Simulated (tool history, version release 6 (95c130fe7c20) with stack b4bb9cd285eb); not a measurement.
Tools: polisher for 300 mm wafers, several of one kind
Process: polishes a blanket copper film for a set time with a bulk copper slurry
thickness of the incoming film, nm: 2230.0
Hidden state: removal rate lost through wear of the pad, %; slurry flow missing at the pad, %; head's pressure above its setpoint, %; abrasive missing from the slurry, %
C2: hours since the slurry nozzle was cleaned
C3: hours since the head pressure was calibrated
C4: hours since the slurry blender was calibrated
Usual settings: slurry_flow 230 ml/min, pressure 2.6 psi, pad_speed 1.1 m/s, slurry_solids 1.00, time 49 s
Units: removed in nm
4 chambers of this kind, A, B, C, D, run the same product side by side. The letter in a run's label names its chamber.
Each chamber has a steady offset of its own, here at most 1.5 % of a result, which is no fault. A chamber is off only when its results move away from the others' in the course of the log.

Run 1A, day 0.358: usual settings; wafers polished on this pad 931; C2 178.2; C3 240.4; C4 217.9. Result: removed 510.65 nm.
At day 0.404: chamber A: worn pad replaced by a new one.
Run 2D, day 0.646: usual settings; wafers polished on this pad 762; C2 115.2; C3 106.2; C4 71.6. Result: removed 513.88 nm.
Run 3B, day 0.896: usual settings; wafers polished on this pad 637; C2 232.9; C3 173.7; C4 186.5. Result: removed 494.44 nm.
Run 4C, day 1.379: usual settings; wafers polished on this pad 731; C2 433.8; C3 964.5; C4 38.3. Result: removed 506.77 nm.
Run 5A, day 1.608: usual settings; wafers polished on this pad 180; C2 208.2; C3 270.4; C4 247.9. Result: removed 508.04 nm.
Run 6C, day 2.000: usual settings; wafers polished on this pad 824; C2 448.7; C3 979.4; C4 53.2. Result: removed 494.80 nm.
Run 7B, day 2.417: usual settings; wafers polished on this pad 865; C2 269.4; C3 210.2; C4 223.0. Result: removed 497.82 nm.
Run 8D, day 2.933: usual settings; wafers polished on this pad 1105; C2 170.1; C3 161.1; C4 126.5. Result: removed 507.31 nm.
At day 3.033: chamber D: worn pad replaced by a new one.
At day 3.046: chamber D: slurry blender recalibrated.
At day 3.104: chamber C: worn pad replaced by a new one.
At day 3.104: chamber A: slurry nozzle cleaned.
Run 9C, day 3.438: usual settings; wafers polished on this pad 50; C2 483.2; C3 1013.9; C4 87.7. Result: removed 497.35 nm.
Run 10A, day 3.721: usual settings; wafers polished on this pad 497; C2 14.9; C3 321.1; C4 298.6. Result: removed 511.86 nm.
At day 3.754: chamber B: worn pad replaced by a new one.
Run 11D, day 4.188: usual settings; wafers polished on this pad 172; C2 200.2; C3 191.2; C4 27.5. Result: removed 492.33 nm.
At day 4.654: chamber C: slurry blender recalibrated.
Run 12B, day 4.704: usual settings; wafers polished on this pad 142; C2 324.3; C3 265.1; C4 277.9. Result: removed 499.95 nm.
Run 13C, day 4.967: usual settings; wafers polished on this pad 279; C2 519.9; C3 1050.6; C4 7.5. Result: removed 504.74 nm.
Run 14B, day 5.329: usual settings; wafers polished on this pad 236; C2 339.3; C3 280.1; C4 292.9. Result: removed 498.39 nm.
Run 15A, day 5.612: usual settings; wafers polished on this pad 780; C2 60.3; C3 366.5; C4 344.0. Result: removed 504.92 nm.
Run 16D, day 5.954: usual settings; wafers polished on this pad 437; C2 242.6; C3 233.6; C4 69.9. Result: removed 509.24 nm.
At day 6.246: chamber B: slurry blender recalibrated.
Run 17A, day 6.383: usual settings; wafers polished on this pad 895; C2 78.8; C3 385.0; C4 362.5. Result: removed 502.14 nm.
At day 6.404: chamber A: slurry blender recalibrated.
Run 18C, day 6.908: usual settings; wafers polished on this pad 570; C2 566.5; C3 1097.2; C4 54.1. Result: removed 498.10 nm.
Run 19B, day 7.208: usual settings; wafers polished on this pad 517; C2 384.4; C3 325.2; C4 23.1. Result: removed 516.05 nm.
At day 7.529: chamber A: worn pad replaced by a new one.
Run 20D, day 7.708: usual settings; wafers polished on this pad 699; C2 284.7; C3 275.7; C4 112.0. Result: removed 506.72 nm.
Run 21C, day 7.975: usual settings; wafers polished on this pad 729; C2 592.1; C3 1122.8; C4 79.7. Result: removed 498.22 nm.
Run 22D, day 8.229: usual settings; wafers polished on this pad 777; C2 297.2; C3 288.2; C4 124.5. Result: removed 502.56 nm.
Run 23A, day 8.617: usual settings; wafers polished on this pad 163; C2 132.4; C3 438.6; C4 53.2. Result: removed 513.76 nm.
At day 8.850: chamber C: worn pad replaced by a new one.
Run 24B, day 8.946: usual settings; wafers polished on this pad 777; C2 426.1; C3 366.9; C4 64.8. Result: removed 504.42 nm.
At day 9.133: chamber D: slurry blender recalibrated.
Run 25D, day 9.417: usual settings; wafers polished on this pad 955; C2 325.7; C3 316.7; C4 6.9. Result: removed 505.89 nm.
At day 9.429: chamber C: slurry blender recalibrated.
Run 26B, day 9.696: usual settings; wafers polished on this pad 889; C2 444.1; C3 384.9; C4 82.8. Result: removed 525.28 nm.
At day 10.004: chamber D: worn pad replaced by a new one.
Run 27A, day 10.217: usual settings; wafers polished on this pad 402; C2 170.8; C3 477.0; C4 91.6. Result: removed 510.16 nm.
At day 10.567: chamber C: slurry nozzle cleaned.
Run 28C, day 10.688: usual settings but slurry_solids 1.10; wafers polished on this pad 275; C2 2.9; C3 1187.9; C4 30.2. Result: removed 518.24 nm.
Run 29D, day 11.162: usual settings but slurry_solids 1.10; wafers polished on this pad 173; C2 367.6; C3 358.6; C4 48.8. Result: removed 523.98 nm.
Run 30C, day 11.429: usual settings but slurry_solids 1.10; wafers polished on this pad 386; C2 20.7; C3 1205.7; C4 48.0. Result: removed 520.55 nm.
At day 11.708: chamber B: worn pad replaced by a new one.
Run 31B, day 11.933: usual settings but slurry_solids 1.10; wafers polished on this pad 33; C2 497.8; C3 438.6; C4 136.5. Result: removed 538.85 nm.
Run 32A, day 12.312: usual settings but slurry_solids 0.85, time 36 s; wafers polished on this pad 716; C2 221.1; C3 527.3; C4 141.9. Result: removed 352.82 nm.
At day 12.521: chamber A: slurry nozzle cleaned.
Run 33C, day 12.767: usual settings but slurry_solids 0.85, time 36 s; wafers polished on this pad 586; C2 52.8; C3 1237.8; C4 80.1. Result: removed 358.83 nm.
Run 34A, day 13.233: usual settings but slurry_solids 0.85, time 36 s; wafers polished on this pad 854; C2 17.2; C3 549.4; C4 164.0. Result: removed 354.11 nm.
At day 13.304: chamber A: worn pad replaced by a new one.
Run 35B, day 13.692: usual settings but slurry_solids 0.85, time 36 s; wafers polished on this pad 296; C2 540.0; C3 480.8; C4 178.7. Result: removed 381.50 nm.
At day 13.921: chamber D: slurry nozzle cleaned.
Run 36D, day 13.975: usual settings; wafers polished on this pad 594; C2 1.3; C3 426.1; C4 116.3. Result: removed 507.68 nm.
At day 14.225: chamber C: slurry blender recalibrated.
Run 37D, day 14.371: usual settings; wafers polished on this pad 654; C2 10.8; C3 435.6; C4 125.8. Result: removed 502.53 nm.
Run 38A, day 14.838: usual settings; wafers polished on this pad 229; C2 55.7; C3 587.9; C4 202.5. Result: removed 507.56 nm.
Run 39B, day 15.154: usual settings; wafers polished on this pad 515; C2 575.1; C3 515.9; C4 213.8. Result: removed 548.71 nm.
At day 15.454: chamber C: head pressure recalibrated.
Run 40C, day 15.617: usual settings; wafers polished on this pad 1013; C2 121.2; C3 3.9; C4 33.4. Result: removed 497.56 nm.
Run 41A, day 16.042: usual settings; wafers polished on this pad 410; C2 84.6; C3 616.8; C4 231.4. Result: removed 503.36 nm.
At day 16.075: chamber D: slurry blender recalibrated.
At day 16.421: chamber D: worn pad replaced by a new one.
Run 42D, day 16.562: usual settings but slurry_solids 0.80; wafers polished on this pad 21; C2 63.4; C3 488.2; C4 11.7. Result: removed 481.26 nm.

What goes on in this fleet: one chamber off, a drifting gauge, or nothing beyond the chambers' own small offsets? Name the chamber and the cause, if any.

Chamber B drifts away from the others.
Cause: head's pressure above its setpoint, % = 10.9.

Here are 4 candidates for chamber B's next run, each the usual settings with a change, their results left as question marks. Which one brings its results back in line with what the others give on the usual settings?
In line means no further than this from the other chambers' mean on the usual settings: removed 20.00 nm
Run 43B-1, day 16.942: usual settings but pressure 2.7 psi, pad_speed 1.14 m/s, time 50 s. Result: removed ?.
Run 43B-2, day 16.942: usual settings but pressure 2.8 psi, pad_speed 1.16 m/s, time 52 s. Result: removed ?.
Run 43B-3, day 16.942: usual settings but pressure 2.5 psi, pad_speed 1.06 m/s, time 48 s. Result: removed ?.
Run 43B-4, day 16.942: usual settings but slurry_flow 225 ml/min, slurry_solids 0.95, time 41 s. Result: removed ?.

The other chambers' mean on the usual settings: removed 503.00 nm
  run  removed
43B-1   610.83
43B-2   670.20
43B-3   504.98
43B-4   459.14
43B-3 brings the chamber back in line.

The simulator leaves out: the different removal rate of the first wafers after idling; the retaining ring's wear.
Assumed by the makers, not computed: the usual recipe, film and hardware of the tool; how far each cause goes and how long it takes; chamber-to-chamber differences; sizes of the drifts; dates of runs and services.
